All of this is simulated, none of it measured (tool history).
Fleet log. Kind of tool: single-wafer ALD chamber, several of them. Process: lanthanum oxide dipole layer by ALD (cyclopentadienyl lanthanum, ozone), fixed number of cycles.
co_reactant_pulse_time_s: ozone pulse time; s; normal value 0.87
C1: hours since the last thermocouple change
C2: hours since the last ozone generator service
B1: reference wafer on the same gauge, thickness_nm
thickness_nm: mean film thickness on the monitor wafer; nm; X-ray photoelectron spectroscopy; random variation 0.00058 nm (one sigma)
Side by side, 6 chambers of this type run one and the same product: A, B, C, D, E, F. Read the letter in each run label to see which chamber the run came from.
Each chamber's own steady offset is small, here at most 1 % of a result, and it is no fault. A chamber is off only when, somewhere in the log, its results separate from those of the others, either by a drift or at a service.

Run 1E, hour 5.0: usual settings; C1 213.2; C2 283.8; B1 0.38383. Result: thickness_nm 0.47731 nm.
Run 2D, hour 12.1: usual settings; C1 581.6; C2 498.0; B1 0.38410. Result: thickness_nm 0.47592 nm.
Run 3C, hour 19.5: usual settings; C1 1045.4; C2 499.7; B1 0.38422. Result: thickness_nm 0.47918 nm.
Run 4A, hour 24.1: usual settings; C1 500.6; C2 125.2; B1 0.38425. Result: thickness_nm 0.47584 nm.
Run 5B, hour 31.3: usual settings; C1 472.6; C2 1293.1; B1 0.38422. Result: thickness_nm 0.47245 nm.
Run 6F, hour 35.0: usual settings; C1 1492.5; C2 602.0; B1 0.38428. Result: thickness_nm 0.47732 nm.
Run 7F, hour 40.1: usual settings; C1 1497.6; C2 607.1; B1 0.38434. Result: thickness_nm 0.47834 nm.
Run 8A, hour 44.6: usual settings; C1 521.1; C2 145.7; B1 0.38443. Result: thickness_nm 0.47508 nm.
Run 9B, hour 49.4: usual settings but co_reactant_pulse_time_s 1.08 s; C1 490.7; C2 1311.2; B1 0.38435. Result: thickness_nm 0.50773 nm.
Run 10D, hour 54.6: usual settings but co_reactant_pulse_time_s 1.08 s; C1 624.1; C2 540.5; B1 0.38433. Result: thickness_nm 0.51092 nm.
Run 11E, hour 58.8: usual settings but co_reactant_pulse_time_s 1.08 s; C1 267.0; C2 337.6; B1 0.38451. Result: thickness_nm 0.51246 nm.
Run 12C, hour 66.2: usual settings but co_reactant_pulse_time_s 1.08 s; C1 1092.1; C2 546.4; B1 0.38459. Result: thickness_nm 0.51481 nm.
Run 13B, hour 69.9: usual settings but co_reactant_pulse_time_s 1.08 s; C1 511.2; C2 1331.7; B1 0.38452. Result: thickness_nm 0.50863 nm.
Run 14D, hour 74.3: usual settings but co_reactant_pulse_time_s 1.08 s; C1 643.8; C2 560.2; B1 0.38463. Result: thickness_nm 0.51063 nm.
Run 15F, hour 78.4: usual settings; C1 1535.9; C2 645.4; B1 0.38465. Result: thickness_nm 0.47903 nm.
Run 16E, hour 85.5: usual settings but co_reactant_pulse_time_s 1.05 s; C1 293.7; C2 364.3; B1 0.38480. Result: thickness_nm 0.50916 nm.
Run 17C, hour 89.5: usual settings but co_reactant_pulse_time_s 1.05 s; C1 1115.4; C2 569.7; B1 0.38478. Result: thickness_nm 0.50895 nm.
Run 18A, hour 95.8: usual settings but co_reactant_pulse_time_s 1.05 s; C1 572.3; C2 196.9; B1 0.38480. Result: thickness_nm 0.50676 nm.
At hour 99.6: chamber D: ozone generator serviced.
Run 19A, hour 100.8: usual settings but co_reactant_pulse_time_s 1.05 s; C1 577.3; C2 201.9; B1 0.38493. Result: thickness_nm 0.50717 nm.
Run 20F, hour 106.6: usual settings but co_reactant_pulse_time_s 1.05 s; C1 1564.1; C2 673.6; B1 0.38482. Result: thickness_nm 0.50908 nm.
Run 21C, hour 110.3: usual settings but co_reactant_pulse_time_s 1.05 s; C1 1136.2; C2 590.5; B1 0.38489. Result: thickness_nm 0.51060 nm.
Run 22B, hour 114.4: usual settings but co_reactant_pulse_time_s 1.09 s; C1 555.7; C2 1376.2; B1 0.38508. Result: thickness_nm 0.51002 nm.
Run 23E, hour 121.9: usual settings but co_reactant_pulse_time_s 1.09 s; C1 330.1; C2 400.7; B1 0.38517. Result: thickness_nm 0.51375 nm.
Run 24D, hour 128.8: usual settings but co_reactant_pulse_time_s 1.09 s; C1 698.3; C2 29.3; B1 0.38500. Result: thickness_nm 0.51156 nm.
Run 25C, hour 134.0: usual settings but co_reactant_pulse_time_s 1.09 s; C1 1159.9; C2 614.2; B1 0.38507. Result: thickness_nm 0.51624 nm.
Run 26F, hour 138.5: usual settings but co_reactant_pulse_time_s 1.09 s; C1 1596.0; C2 705.5; B1 0.38517. Result: thickness_nm 0.51395 nm.
Run 27D, hour 143.0: usual settings but co_reactant_pulse_time_s 1.09 s; C1 712.5; C2 43.5; B1 0.38518. Result: thickness_nm 0.51292 nm.
Run 28B, hour 149.3: usual settings; C1 590.6; C2 1411.1; B1 0.38518. Result: thickness_nm 0.47400 nm.
Run 29A, hour 152.6: usual settings; C1 629.1; C2 253.7; B1 0.38530. Result: thickness_nm 0.47691 nm.
Run 30E, hour 157.2: usual settings; C1 365.4; C2 436.0; B1 0.38536. Result: thickness_nm 0.47951 nm.
Run 31C, hour 161.6: usual settings; C1 1187.5; C2 641.8; B1 0.38540. Result: thickness_nm 0.47984 nm.
Run 32E, hour 167.8: usual settings but co_reactant_pulse_time_s 0.60 s; C1 376.0; C2 446.6; B1 0.38531. Result: thickness_nm 0.40607 nm.
Run 33B, hour 175.3: usual settings but co_reactant_pulse_time_s 0.60 s; C1 616.6; C2 1437.1; B1 0.38545. Result: thickness_nm 0.40288 nm.
Run 34F, hour 180.7: usual settings but co_reactant_pulse_time_s 0.60 s; C1 1638.2; C2 747.7; B1 0.38550. Result: thickness_nm 0.40625 nm.
Run 35A, hour 186.5: usual settings but co_reactant_pulse_time_s 0.60 s; C1 663.0; C2 287.6; B1 0.38564. Result: thickness_nm 0.40282 nm.
At hour 186.6: chamber F: ozone generator serviced.
Run 36D, hour 192.4: usual settings but co_reactant_pulse_time_s 0.60 s; C1 761.9; C2 92.9; B1 0.38574. Result: thickness_nm 0.40461 nm.
Run 37D, hour 197.2: usual settings but co_reactant_pulse_time_s 0.60 s; C1 766.7; C2 97.7; B1 0.38561. Result: thickness_nm 0.40387 nm.
Run 38A, hour 204.2: usual settings; C1 680.7; C2 305.3; B1 0.38575. Result: thickness_nm 0.47594 nm.
Run 39F, hour 211.3: usual settings but co_reactant_pulse_time_s 0.56 s; C1 1668.8; C2 24.7; B1 0.38588. Result: thickness_nm 0.39325 nm.
Run 40E, hour 215.9: usual settings but co_reactant_pulse_time_s 0.56 s; C1 424.1; C2 494.7; B1 0.38588. Result: thickness_nm 0.39232 nm.
Run 41B, hour 222.4: usual settings but co_reactant_pulse_time_s 0.56 s; C1 663.7; C2 1484.2; B1 0.38592. Result: thickness_nm 0.38778 nm.

What goes on in this fleet: one chamber off, a drifting gauge, or nothing beyond the chambers' own small offsets? Name the chamber and the cause, if any.

No chamber is off; the gauge reading every chamber's wafers drifts, which makes the whole fleet appear to move together.
What lies behind it: gauge reads high (%) = 0.501.
